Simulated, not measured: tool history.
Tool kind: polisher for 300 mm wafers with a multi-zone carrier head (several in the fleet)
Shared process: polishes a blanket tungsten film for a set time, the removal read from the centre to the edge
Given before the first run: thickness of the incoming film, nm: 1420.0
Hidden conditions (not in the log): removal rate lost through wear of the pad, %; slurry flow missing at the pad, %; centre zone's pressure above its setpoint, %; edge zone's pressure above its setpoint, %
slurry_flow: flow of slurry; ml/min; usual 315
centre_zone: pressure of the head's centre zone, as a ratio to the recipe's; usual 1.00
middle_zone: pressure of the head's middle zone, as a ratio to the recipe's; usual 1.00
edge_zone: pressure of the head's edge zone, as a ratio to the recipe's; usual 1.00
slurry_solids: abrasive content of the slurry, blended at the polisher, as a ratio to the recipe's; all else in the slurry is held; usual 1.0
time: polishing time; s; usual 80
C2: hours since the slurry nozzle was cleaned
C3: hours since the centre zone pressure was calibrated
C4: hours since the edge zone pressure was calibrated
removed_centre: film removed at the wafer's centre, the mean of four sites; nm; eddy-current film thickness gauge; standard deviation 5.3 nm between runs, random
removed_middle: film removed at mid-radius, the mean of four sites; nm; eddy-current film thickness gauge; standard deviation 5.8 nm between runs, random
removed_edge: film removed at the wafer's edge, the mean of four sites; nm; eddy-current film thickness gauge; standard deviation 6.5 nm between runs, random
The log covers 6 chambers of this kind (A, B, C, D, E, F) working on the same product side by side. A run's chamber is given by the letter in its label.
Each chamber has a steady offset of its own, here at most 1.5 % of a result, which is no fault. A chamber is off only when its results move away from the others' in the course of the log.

-- hour=2.1 chamber D: centre zone pressure recalibrated
-- hour=2.3 chamber D: edge zone pressure recalibrated
-- hour=10.3 chamber C: slurry nozzle cleaned
run 1A hour=10.7 | slurry_flow=315 centre_zone=1.00 middle_zone=1.00 edge_zone=1.00 slurry_solids=1.0 time=80 | wafers_polished_on_this_pad=559 C2=162.9 C3=84.4 C4=150.1 | removed_centre=443.62 removed_middle=428.64 removed_edge=432.07
run 2E hour=19.2 | slurry_flow=315 centre_zone=1.00 middle_zone=1.00 edge_zone=1.00 slurry_solids=1.0 time=80 | wafers_polished_on_this_pad=869 C2=544.1 C3=755.3 C4=271.1 | removed_centre=431.16 removed_middle=442.64 removed_edge=442.32
-- hour=26.6 chamber F: slurry nozzle cleaned
run 3B hour=29.4 | slurry_flow=315 centre_zone=1.00 middle_zone=1.00 edge_zone=1.00 slurry_solids=1.0 time=80 | wafers_polished_on_this_pad=474 C2=291.8 C3=468.1 C4=487.3 | removed_centre=423.63 removed_middle=443.10 removed_edge=447.57
-- hour=38.1 chamber D: slurry nozzle cleaned
run 4D hour=40.0 | slurry_flow=315 centre_zone=1.00 middle_zone=1.00 edge_zone=1.00 slurry_solids=1.0 time=80 | wafers_polished_on_this_pad=371 C2=1.9 C3=37.9 C4=37.8 | removed_centre=437.10 removed_middle=447.90 removed_edge=440.01
-- hour=41.4 chamber A: worn pad replaced by a new one
-- hour=41.8 chamber C: worn pad replaced by a new one
run 5C hour=47.1 | slurry_flow=315 centre_zone=1.00 middle_zone=1.00 edge_zone=1.00 slurry_solids=1.0 time=80 | wafers_polished_on_this_pad=32 C2=36.9 C3=121.3 C4=1057.2 | removed_centre=446.42 removed_middle=447.18 removed_edge=440.88
run 6F hour=56.7 | slurry_flow=315 centre_zone=1.00 middle_zone=1.00 edge_zone=1.00 slurry_solids=1.0 time=80 | wafers_polished_on_this_pad=352 C2=30.1 C3=657.5 C4=575.6 | removed_centre=446.54 removed_middle=440.51 removed_edge=441.98
run 7E hour=66.2 | slurry_flow=315 centre_zone=1.00 middle_zone=1.00 edge_zone=1.00 slurry_solids=1.0 time=80 | wafers_polished_on_this_pad=1155 C2=591.1 C3=802.3 C4=318.1 | removed_centre=432.23 removed_middle=437.13 removed_edge=438.75
-- hour=67.7 chamber D: worn pad replaced by a new one
-- hour=71.2 chamber E: worn pad replaced by a new one
run 8F hour=72.7 | slurry_flow=315 centre_zone=1.00 middle_zone=1.00 edge_zone=1.04 slurry_solids=1.0 time=80 | wafers_polished_on_this_pad=449 C2=46.1 C3=673.5 C4=591.6 | removed_centre=440.20 removed_middle=451.17 removed_edge=446.97
run 9C hour=83.3 | slurry_flow=315 centre_zone=1.00 middle_zone=1.00 edge_zone=1.04 slurry_solids=1.0 time=80 | wafers_polished_on_this_pad=252 C2=73.1 C3=157.5 C4=1093.4 | removed_centre=448.16 removed_middle=443.41 removed_edge=445.91
run 10D hour=92.0 | slurry_flow=315 centre_zone=1.00 middle_zone=1.00 edge_zone=1.04 slurry_solids=1.0 time=80 | wafers_polished_on_this_pad=148 C2=53.9 C3=89.9 C4=89.8 | removed_centre=443.12 removed_middle=434.16 removed_edge=443.10
run 11B hour=100.3 | slurry_flow=315 centre_zone=1.00 middle_zone=1.00 edge_zone=1.04 slurry_solids=1.0 time=80 | wafers_polished_on_this_pad=906 C2=362.7 C3=539.0 C4=558.2 | removed_centre=438.90 removed_middle=442.44 removed_edge=441.09
run 12A hour=107.5 | slurry_flow=315 centre_zone=1.00 middle_zone=1.00 edge_zone=1.04 slurry_solids=1.0 time=80 | wafers_polished_on_this_pad=402 C2=259.7 C3=181.2 C4=246.9 | removed_centre=437.11 removed_middle=427.65 removed_edge=459.15
run 13D hour=115.5 | slurry_flow=315 centre_zone=1.00 middle_zone=1.00 edge_zone=1.04 slurry_solids=1.0 time=80 | wafers_polished_on_this_pad=291 C2=77.4 C3=113.4 C4=113.3 | removed_centre=449.48 removed_middle=433.59 removed_edge=447.53
run 14E hour=121.6 | slurry_flow=315 centre_zone=1.00 middle_zone=1.00 edge_zone=1.00 slurry_solids=1.0 time=80 | wafers_polished_on_this_pad=306 C2=646.5 C3=857.7 C4=373.5 | removed_centre=437.14 removed_middle=436.64 removed_edge=442.99
run 15A hour=128.5 | slurry_flow=315 centre_zone=1.00 middle_zone=1.00 edge_zone=1.00 slurry_solids=1.0 time=80 | wafers_polished_on_this_pad=529 C2=280.7 C3=202.2 C4=267.9 | removed_centre=444.93 removed_middle=451.66 removed_edge=440.06
-- hour=138.8 chamber C: worn pad replaced by a new one
run 16F hour=140.9 | slurry_flow=315 centre_zone=1.00 middle_zone=1.00 edge_zone=1.00 slurry_solids=1.0 time=80 | wafers_polished_on_this_pad=864 C2=114.3 C3=741.7 C4=659.8 | removed_centre=449.43 removed_middle=436.26 removed_edge=442.05
run 17C hour=152.0 | slurry_flow=315 centre_zone=1.07 middle_zone=1.00 edge_zone=1.00 slurry_solids=0.8 time=80 | wafers_polished_on_this_pad=80 C2=141.8 C3=226.2 C4=1162.1 | removed_centre=458.96 removed_middle=414.60 removed_edge=414.22
-- hour=153.9 chamber D: worn pad replaced by a new one
run 18B hour=159.7 | slurry_flow=315 centre_zone=1.07 middle_zone=1.00 edge_zone=1.00 slurry_solids=0.8 time=80 | wafers_polished_on_this_pad=1267 C2=422.1 C3=598.4 C4=617.6 | removed_centre=452.87 removed_middle=425.79 removed_edge=410.85
-- hour=166.7 chamber E: centre zone pressure recalibrated
-- hour=171.6 chamber F: worn pad replaced by a new one
run 19F hour=171.8 | slurry_flow=315 centre_zone=1.07 middle_zone=1.00 edge_zone=1.00 slurry_solids=0.8 time=80 | wafers_polished_on_this_pad=1 C2=145.2 C3=772.6 C4=690.7 | removed_centre=448.59 removed_middle=422.69 removed_edge=429.67
-- hour=172.2 chamber A: worn pad replaced by a new one
-- hour=181.6 chamber B: worn pad replaced by a new one
run 20B hour=183.0 | slurry_flow=315 centre_zone=1.07 middle_zone=1.00 edge_zone=1.00 slurry_solids=0.8 time=80 | wafers_polished_on_this_pad=8 C2=445.4 C3=621.7 C4=640.9 | removed_centre=439.08 removed_middle=404.01 removed_edge=422.25
run 21D hour=193.0 | slurry_flow=315 centre_zone=1.07 middle_zone=1.00 edge_zone=1.00 slurry_solids=0.8 time=80 | wafers_polished_on_this_pad=238 C2=154.9 C3=190.9 C4=190.8 | removed_centre=449.44 removed_middle=415.72 removed_edge=406.02
run 22C hour=199.9 | slurry_flow=315 centre_zone=1.07 middle_zone=1.00 edge_zone=1.00 slurry_solids=0.8 time=80 | wafers_polished_on_this_pad=372 C2=189.7 C3=274.1 C4=1210.0 | removed_centre=460.94 removed_middle=423.45 removed_edge=419.82
run 23A hour=209.6 | slurry_flow=315 centre_zone=1.00 middle_zone=1.00 edge_zone=1.00 slurry_solids=1.0 time=80 | wafers_polished_on_this_pad=227 C2=361.8 C3=283.3 C4=349.0 | removed_centre=444.12 removed_middle=442.38 removed_edge=440.35
run 24E hour=221.5 | slurry_flow=315 centre_zone=1.00 middle_zone=1.00 edge_zone=1.00 slurry_solids=1.0 time=80 | wafers_polished_on_this_pad=914 C2=746.4 C3=54.9 C4=473.4 | removed_centre=427.64 removed_middle=441.24 removed_edge=432.21
-- hour=223.2 chamber C: edge zone pressure recalibrated
-- hour=231.0 chamber C: slurry nozzle cleaned
run 25F hour=231.4 | slurry_flow=315 centre_zone=1.00 middle_zone=1.00 edge_zone=1.00 slurry_solids=1.0 time=80 | wafers_polished_on_this_pad=363 C2=204.8 C3=832.2 C4=750.3 | removed_centre=435.15 removed_middle=451.44 removed_edge=435.72
-- hour=240.3 chamber A: edge zone pressure recalibrated
-- hour=243.2 chamber A: slurry nozzle cleaned
run 26D hour=243.2 | slurry_flow=315 centre_zone=1.00 middle_zone=1.11 edge_zone=1.00 slurry_solids=1.0 time=80 | wafers_polished_on_this_pad=543 C2=205.1 C3=241.1 C4=241.0 | removed_centre=443.37 removed_middle=489.01 removed_edge=423.15
-- hour=243.6 chamber C: worn pad replaced by a new one
run 27A hour=251.7 | slurry_flow=315 centre_zone=1.00 middle_zone=1.11 edge_zone=1.00 slurry_solids=1.0 time=80 | wafers_polished_on_this_pad=484 C2=8.6 C3=325.4 C4=11.4 | removed_centre=443.22 removed_middle=469.14 removed_edge=435.17
-- hour=253.1 chamber F: edge zone pressure recalibrated
-- hour=258.1 chamber D: worn pad replaced by a new one
run 28E hour=259.8 | slurry_flow=315 centre_zone=1.00 middle_zone=1.11 edge_zone=1.00 slurry_solids=1.0 time=80 | wafers_polished_on_this_pad=1147 C2=784.7 C3=93.2 C4=511.7 | removed_centre=433.77 removed_middle=494.59 removed_edge=442.53
run 29B hour=271.5 | slurry_flow=315 centre_zone=1.00 middle_zone=1.11 edge_zone=1.00 slurry_solids=1.0 time=80 | wafers_polished_on_this_pad=547 C2=533.9 C3=710.2 C4=729.4 | removed_centre=449.84 removed_middle=487.20 removed_edge=435.39
-- hour=279.2 chamber E: worn pad replaced by a new one
run 30C hour=285.0 | slurry_flow=315 centre_zone=1.00 middle_zone=1.11 edge_zone=1.00 slurry_solids=1.0 time=80 | wafers_polished_on_this_pad=252 C2=54.0 C3=359.2 C4=61.8 | removed_centre=443.74 removed_middle=482.94 removed_edge=433.68
-- hour=292.7 chamber E: slurry nozzle cleaned
run 31D hour=293.3 | slurry_flow=315 centre_zone=1.00 middle_zone=1.11 edge_zone=1.00 slurry_solids=1.0 time=80 | wafers_polished_on_this_pad=214 C2=255.2 C3=291.2 C4=291.1 | removed_centre=449.04 removed_middle=475.93 removed_edge=437.50
run 32F hour=302.7 | slurry_flow=315 centre_zone=1.00 middle_zone=1.00 edge_zone=1.00 slurry_solids=1.0 time=80 | wafers_polished_on_this_pad=797 C2=276.1 C3=903.5 C4=49.6 | removed_centre=439.86 removed_middle=442.17 removed_edge=438.21
run 33E hour=310.9 | slurry_flow=315 centre_zone=0.88 middle_zone=1.00 edge_zone=1.00 slurry_solids=1.0 time=80 | wafers_polished_on_this_pad=193 C2=18.3 C3=144.3 C4=562.8 | removed_centre=385.44 removed_middle=436.84 removed_edge=441.98
-- hour=320.7 chamber A: worn pad replaced by a new one
run 34A hour=321.6 | slurry_flow=315 centre_zone=0.88 middle_zone=1.00 edge_zone=1.00 slurry_solids=1.0 time=80 | wafers_polished_on_this_pad=5 C2=78.5 C3=395.3 C4=81.3 | removed_centre=380.17 removed_middle=438.40 removed_edge=457.56
run 35B hour=330.8 | slurry_flow=315 centre_zone=0.88 middle_zone=1.00 edge_zone=1.00 slurry_solids=1.0 time=80 | wafers_polished_on_this_pad=907 C2=593.2 C3=769.5 C4=788.7 | removed_centre=370.81 removed_middle=443.69 removed_edge=435.60
-- hour=336.1 chamber C: worn pad replaced by a new one
-- hour=341.0 chamber D: worn pad replaced by a new one
run 36C hour=341.6 | slurry_flow=315 centre_zone=0.88 middle_zone=1.00 edge_zone=1.00 slurry_solids=1.0 time=80 | wafers_polished_on_this_pad=33 C2=110.6 C3=415.8 C4=118.4 | removed_centre=389.77 removed_middle=442.62 removed_edge=438.73
run 37F hour=347.9 | slurry_flow=315 centre_zone=0.88 middle_zone=1.00 edge_zone=1.00 slurry_solids=1.0 time=80 | wafers_polished_on_this_pad=1072 C2=321.3 C3=948.7 C4=94.8 | removed_centre=389.72 removed_middle=442.14 removed_edge=435.81
run 38D hour=360.5 | slurry_flow=315 centre_zone=0.88 middle_zone=1.00 edge_zone=1.00 slurry_solids=1.0 time=80 | wafers_polished_on_this_pad=119 C2=322.4 C3=358.4 C4=358.3 | removed_centre=374.48 removed_middle=446.86 removed_edge=430.71
-- hour=371.4 chamber B: worn pad replaced by a new one
run 39B hour=372.7 | slurry_flow=315 centre_zone=1.00 middle_zone=1.00 edge_zone=1.00 slurry_solids=1.0 time=80 | wafers_polished_on_this_pad=7 C2=635.1 C3=811.4 C4=830.6 | removed_centre=434.04 removed_middle=437.35 removed_edge=442.56
run 40A hour=385.0 | slurry_flow=315 centre_zone=1.00 middle_zone=1.00 edge_zone=1.00 slurry_solids=1.0 time=80 | wafers_polished_on_this_pad=391 C2=141.9 C3=458.7 C4=144.7 | removed_centre=445.92 removed_middle=440.25 removed_edge=446.78
run 41E hour=398.4 | slurry_flow=315 centre_zone=1.00 middle_zone=1.00 edge_zone=1.00 slurry_solids=1.0 time=80 | wafers_polished_on_this_pad=725 C2=105.8 C3=231.8 C4=650.3 | removed_centre=447.01 removed_middle=447.85 removed_edge=427.56

Has any chamber moved away from the others, gradually or after a service, or does the common gauge drift, or do the chambers differ only by their own small steady offsets? State the chamber and the most likely cause if one applies.

All chambers stay in line apart from their small fixed offsets, and the gauge does not drift.
